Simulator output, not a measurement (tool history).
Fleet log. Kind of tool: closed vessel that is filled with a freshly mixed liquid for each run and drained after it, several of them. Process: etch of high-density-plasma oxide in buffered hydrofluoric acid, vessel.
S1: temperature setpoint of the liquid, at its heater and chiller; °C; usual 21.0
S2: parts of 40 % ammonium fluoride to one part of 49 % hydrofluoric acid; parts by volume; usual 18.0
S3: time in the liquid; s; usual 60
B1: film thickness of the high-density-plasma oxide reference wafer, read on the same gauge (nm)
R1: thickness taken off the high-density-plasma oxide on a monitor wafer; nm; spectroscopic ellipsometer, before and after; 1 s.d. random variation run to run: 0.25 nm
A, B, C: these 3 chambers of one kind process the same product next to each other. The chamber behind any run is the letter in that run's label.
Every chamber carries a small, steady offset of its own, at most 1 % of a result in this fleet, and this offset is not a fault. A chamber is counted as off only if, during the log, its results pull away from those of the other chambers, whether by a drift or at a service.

run,hour,S1,S2,S3,B1,R1
1B,8.4,21.0,18.0,60,149.98,35.678
# hour 13.7: chamber B: hydrofluoric acid flow meter replaced
# hour 18.0: chamber A: thermometer replaced
2A,18.3,21.0,18.0,60,150.00,35.460
3C,28.2,21.0,18.0,60,149.99,35.181
4C,34.6,21.0,18.0,60,149.98,35.361
5B,41.7,21.0,18.0,60,149.96,36.371
6A,54.5,21.0,18.0,60,150.00,35.667
7B,68.6,21.0,18.0,60,149.97,35.863
8C,76.7,21.0,14.5,30,150.04,21.951
9A,87.8,21.0,14.5,30,150.00,22.122
10B,99.9,21.0,14.5,30,149.97,22.393
11C,113.2,21.0,18.0,30,149.99,18.056
12A,122.7,21.0,18.0,30,149.96,17.687
13A,130.3,21.0,18.0,30,149.99,17.798
14C,143.4,21.0,18.0,60,149.99,35.515
15B,157.1,21.0,18.0,60,150.01,35.540
16A,166.4,21.0,18.0,60,150.01,35.163
17B,178.0,21.0,18.0,60,149.99,36.078
18C,192.9,21.0,18.0,60,150.01,36.425
19B,203.0,18.5,18.0,45,150.04,23.408
20A,212.2,18.5,18.0,45,150.00,23.143
21C,219.1,18.5,18.0,45,150.04,23.745
22B,230.7,21.0,15.0,30,149.98,21.579
23A,238.8,21.0,15.0,30,150.02,21.189
24C,251.3,21.0,15.0,30,149.93,21.956
# hour 263.7: chamber C: hydrofluoric acid flow meter replaced
25B,264.5,21.0,18.0,60,149.99,35.649
26C,275.6,21.0,24.0,40,150.00,19.658
27A,290.0,21.0,24.0,40,150.00,18.766
28B,299.4,21.0,24.0,40,150.01,18.663
29C,311.6,24.0,18.0,60,149.95,44.106
30A,321.2,24.0,18.0,60,149.97,41.806

Is one chamber off against the others, does the gauge drift, or is nothing wrong? If a chamber is off, say which, and what the likeliest cause is.

Chamber C drifts away from the others.
Cause: liquid hotter than its thermometer reads (K) = 1.14.

Which of the 4 candidates below, each the usual settings with something changed and its results left as question marks, puts chamber C back in line with what the other chambers give on the usual settings?
Allowed miss from the other chambers' usual-settings mean, per result, to count as in line: R1 0.890 nm
31C-1,331.9,21.5,17.5,60,,?
31C-2,331.9,21.0,16.5,60,,?
31C-3,331.9,20.5,18.5,60,,?
31C-4,331.9,21.0,18.0,55,,?

The other chambers' mean on the usual settings: R1 35.676 nm
run,R1
31C-1,39.763
31C-2,41.027
31C-3,35.564
31C-4,34.469
The answer is 31C-3, which returns the chamber to within the allowed miss of the others.
